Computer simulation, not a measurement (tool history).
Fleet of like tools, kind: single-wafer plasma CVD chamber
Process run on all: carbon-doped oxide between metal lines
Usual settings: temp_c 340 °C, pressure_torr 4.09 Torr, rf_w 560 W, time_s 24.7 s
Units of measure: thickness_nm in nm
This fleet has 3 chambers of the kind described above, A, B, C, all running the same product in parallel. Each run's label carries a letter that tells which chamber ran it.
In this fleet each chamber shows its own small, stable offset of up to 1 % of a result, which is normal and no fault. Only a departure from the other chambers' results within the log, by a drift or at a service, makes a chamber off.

run,hour,temp_c,pressure_torr,rf_w,time_s,"read-back reference wafer on the same gauge, thickness_nm",thickness_nm
1C,8.0,340,4.09,560,24.7,122.94,136.74
2B,12.4,340,4.09,560,24.7,122.94,134.94
3A,17.5,340,4.09,560,24.7,122.91,135.75
4A,23.6,340,4.09,560,24.7,122.91,135.80
5C,31.5,340,4.09,560,24.7,122.86,136.80
6B,36.4,340,4.09,560,24.7,122.87,135.08
7A,41.6,340,4.09,485,24.7,122.82,123.93
# hour 45.9: chamber B: RF generator calibrated
8C,46.7,340,4.09,485,24.7,122.79,124.42
9B,55.9,340,4.09,485,24.7,122.76,123.15
10A,64.2,331,3.67,560,24.7,122.74,137.93
11B,70.0,331,3.67,560,24.7,122.72,137.25
12C,76.7,331,3.67,560,24.7,122.72,138.78
13A,83.4,340,4.09,560,24.7,122.68,135.51
14C,91.7,340,4.09,560,24.7,122.64,136.35
15B,97.5,340,4.09,560,24.7,122.61,134.60
16A,103.4,340,4.09,560,24.7,122.60,135.52
17B,109.5,340,4.09,560,24.7,122.57,134.28
18C,114.9,349,4.09,560,24.7,122.54,132.71
19A,121.0,349,4.09,560,24.7,122.51,131.83
20B,130.2,349,4.09,560,24.7,122.51,131.10
21C,135.2,340,4.09,560,24.7,122.50,136.17
22A,140.5,340,4.09,560,24.7,122.44,135.55
23B,148.4,340,4.09,560,24.7,122.43,134.63

Each of the 3 chambers runs these same settings next. Fill in every chamber's results:
24A,155.3,340,4.09,610,24.7,,?
24B,155.3,340,4.09,610,24.7,,?
24C,155.3,340,4.09,610,24.7,,?

run,thickness_nm
24A,142.66
24B,141.71
24C,143.71
